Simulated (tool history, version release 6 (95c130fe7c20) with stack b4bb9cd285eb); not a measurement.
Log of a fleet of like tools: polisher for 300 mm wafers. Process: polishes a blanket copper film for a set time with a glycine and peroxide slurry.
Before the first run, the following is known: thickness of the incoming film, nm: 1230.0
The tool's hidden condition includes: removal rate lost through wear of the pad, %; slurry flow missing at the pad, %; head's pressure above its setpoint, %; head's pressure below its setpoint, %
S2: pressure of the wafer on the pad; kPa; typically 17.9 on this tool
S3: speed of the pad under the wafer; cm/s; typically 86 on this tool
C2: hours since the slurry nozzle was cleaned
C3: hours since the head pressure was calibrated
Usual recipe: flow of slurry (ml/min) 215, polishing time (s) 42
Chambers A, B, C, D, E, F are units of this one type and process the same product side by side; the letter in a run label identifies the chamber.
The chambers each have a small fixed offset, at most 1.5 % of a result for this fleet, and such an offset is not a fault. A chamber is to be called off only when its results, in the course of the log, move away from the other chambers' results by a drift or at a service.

Run 1E, hour 7.1: usual settings; wafers polished on this pad 869; C2 373.6; C3 94.2. Result: film removed (nm) 223.26.
Run 2F, hour 12.7: usual settings; wafers polished on this pad 688; C2 431.6; C3 321. Result: film removed (nm) 224.23.
At hour 19.1: chamber E: worn pad replaced by a new one.
Run 3D, hour 19.1: usual settings; wafers polished on this pad 507; C2 55.6; C3 524.3. Result: film removed (nm) 226.86.
At hour 22: chamber B: worn pad replaced by a new one.
Run 4A, hour 22.6: usual settings; wafers polished on this pad 489; C2 231.2; C3 670.8. Result: film removed (nm) 220.84.
At hour 23.9: chamber F: worn pad replaced by a new one.
Run 5B, hour 26.8: usual settings; wafers polished on this pad 43; C2 188.8; C3 279.9. Result: film removed (nm) 231.14.
Run 6C, hour 32.5: usual settings but S3 112 cm/s, polishing time (s) 55; wafers polished on this pad 760; C2 59.3; C3 143.2. Result: film removed (nm) 373.27.
Run 7F, hour 37.4: usual settings but S3 112 cm/s, polishing time (s) 55; wafers polished on this pad 120; C2 456.3; C3 345.7. Result: film removed (nm) 371.39.
Run 8C, hour 44.8: usual settings but S3 112 cm/s, polishing time (s) 55; wafers polished on this pad 869; C2 71.6; C3 155.5. Result: film removed (nm) 372.11.
Run 9A, hour 51: usual settings but S3 112 cm/s, polishing time (s) 55; wafers polished on this pad 741; C2 259.6; C3 699.2. Result: film removed (nm) 359.36.
Run 10B, hour 56.6: usual settings but S3 112 cm/s, polishing time (s) 55; wafers polished on this pad 308; C2 218.6; C3 309.7. Result: film removed (nm) 370.24.
Run 11E, hour 60.1: usual settings but S3 112 cm/s, polishing time (s) 55; wafers polished on this pad 365; C2 426.6; C3 147.2. Result: film removed (nm) 365.51.
At hour 66.7: chamber D: worn pad replaced by a new one.
Run 12D, hour 67.1: usual settings but S2 21.4 kPa; wafers polished on this pad 3; C2 103.6; C3 572.3. Result: film removed (nm) 264.44.
Run 13E, hour 70.9: usual settings but S2 21.4 kPa; wafers polished on this pad 461; C2 437.4; C3 158. Result: film removed (nm) 257.28.
Run 14F, hour 78.7: usual settings but S2 21.4 kPa; wafers polished on this pad 488; C2 497.6; C3 387. Result: film removed (nm) 262.31.
Run 15D, hour 84.4: usual settings but S2 21.4 kPa; wafers polished on this pad 157; C2 120.9; C3 589.6. Result: film removed (nm) 265.12.
At hour 85.4: chamber A: worn pad replaced by a new one.
Run 16B, hour 90.2: usual settings but S2 21.4 kPa; wafers polished on this pad 607; C2 252.2; C3 343.3. Result: film removed (nm) 261.41.
Run 17A, hour 96.5: usual settings but S2 21.4 kPa; wafers polished on this pad 99; C2 305.1; C3 744.7. Result: film removed (nm) 254.4.
At hour 98.5: chamber F: worn pad replaced by a new one.
At hour 102.8: chamber B: worn pad replaced by a new one.
Run 18C, hour 103.1: usual settings; wafers polished on this pad 1388; C2 129.9; C3 213.8. Result: film removed (nm) 226.87.
Run 19A, hour 107.3: usual settings; wafers polished on this pad 195; C2 315.9; C3 755.5. Result: film removed (nm) 223.28.
Run 20F, hour 112.4: usual settings; wafers polished on this pad 124; C2 531.3; C3 420.7. Result: film removed (nm) 224.39.
At hour 116.1: chamber C: worn pad replaced by a new one.
Run 21D, hour 120.1: usual settings; wafers polished on this pad 474; C2 156.6; C3 625.3. Result: film removed (nm) 226.74.
At hour 121.7: chamber E: worn pad replaced by a new one.
Run 22C, hour 125.4: usual settings; wafers polished on this pad 83; C2 152.2; C3 236.1. Result: film removed (nm) 221.98.
At hour 131.3: chamber D: head pressure recalibrated.
Run 23B, hour 131.3: usual settings; wafers polished on this pad 254; C2 293.3; C3 384.4. Result: film removed (nm) 231.19.
Run 24E, hour 138.8: usual settings; wafers polished on this pad 152; C2 505.3; C3 225.9. Result: film removed (nm) 224.97.
Run 25F, hour 145.8: usual settings; wafers polished on this pad 421; C2 564.7; C3 454.1. Result: film removed (nm) 228.19.
Run 26D, hour 150.4: usual settings; wafers polished on this pad 744; C2 186.9; C3 19.2. Result: film removed (nm) 229.34.
Run 27E, hour 156.4: usual settings but polishing time (s) 51; wafers polished on this pad 308; C2 522.9; C3 243.5. Result: film removed (nm) 276.34.
Run 28C, hour 163.4: usual settings but polishing time (s) 51; wafers polished on this pad 421; C2 190.2; C3 274.1. Result: film removed (nm) 280.29.
Run 29A, hour 169.1: usual settings but polishing time (s) 51; wafers polished on this pad 744; C2 377.7; C3 817.3. Result: film removed (nm) 270.46.
At hour 174.2: chamber F: worn pad replaced by a new one.
Run 30B, hour 175.4: usual settings but polishing time (s) 51; wafers polished on this pad 646; C2 337.4; C3 428.5. Result: film removed (nm) 281.95.
At hour 179.5: chamber D: worn pad replaced by a new one.
Run 31F, hour 182.4: usual settings but polishing time (s) 51; wafers polished on this pad 72; C2 601.3; C3 490.7. Result: film removed (nm) 274.96.
At hour 183.5: chamber B: worn pad replaced by a new one.
At hour 184.4: chamber A: worn pad replaced by a new one.
Run 32B, hour 190.2: usual settings but polishing time (s) 51; wafers polished on this pad 59; C2 352.2; C3 443.3. Result: film removed (nm) 279.11.
At hour 193.1: chamber D: slurry nozzle cleaned.
Run 33D, hour 196.3: usual settings; wafers polished on this pad 149; C2 3.2; C3 65.1. Result: film removed (nm) 229.25.
Run 34E, hour 204: usual settings; wafers polished on this pad 732; C2 570.5; C3 291.1. Result: film removed (nm) 222.39.
Run 35C, hour 207.5: usual settings; wafers polished on this pad 813; C2 234.3; C3 318.2. Result: film removed (nm) 226.55.
Run 36A, hour 214.3: usual settings but S3 70 cm/s; wafers polished on this pad 265; C2 422.9; C3 862.5. Result: film removed (nm) 190.19.

Predict what each chamber gives when all 6 of them run the settings below next.
Run 37A, hour 220.1: usual settings but flow of slurry (ml/min) 175. Result: film removed (nm) ?.
Run 37B, hour 220.1: usual settings but flow of slurry (ml/min) 175. Result: film removed (nm) ?.
Run 37C, hour 220.1: usual settings but flow of slurry (ml/min) 175. Result: film removed (nm) ?.
Run 37D, hour 220.1: usual settings but flow of slurry (ml/min) 175. Result: film removed (nm) ?.
Run 37E, hour 220.1: usual settings but flow of slurry (ml/min) 175. Result: film removed (nm) ?.
Run 37F, hour 220.1: usual settings but flow of slurry (ml/min) 175. Result: film removed (nm) ?.

run  film removed (nm)
37A             216.02
37B             225.13
37C              221.6
37D              222.4
37E             221.98
37F             215.78
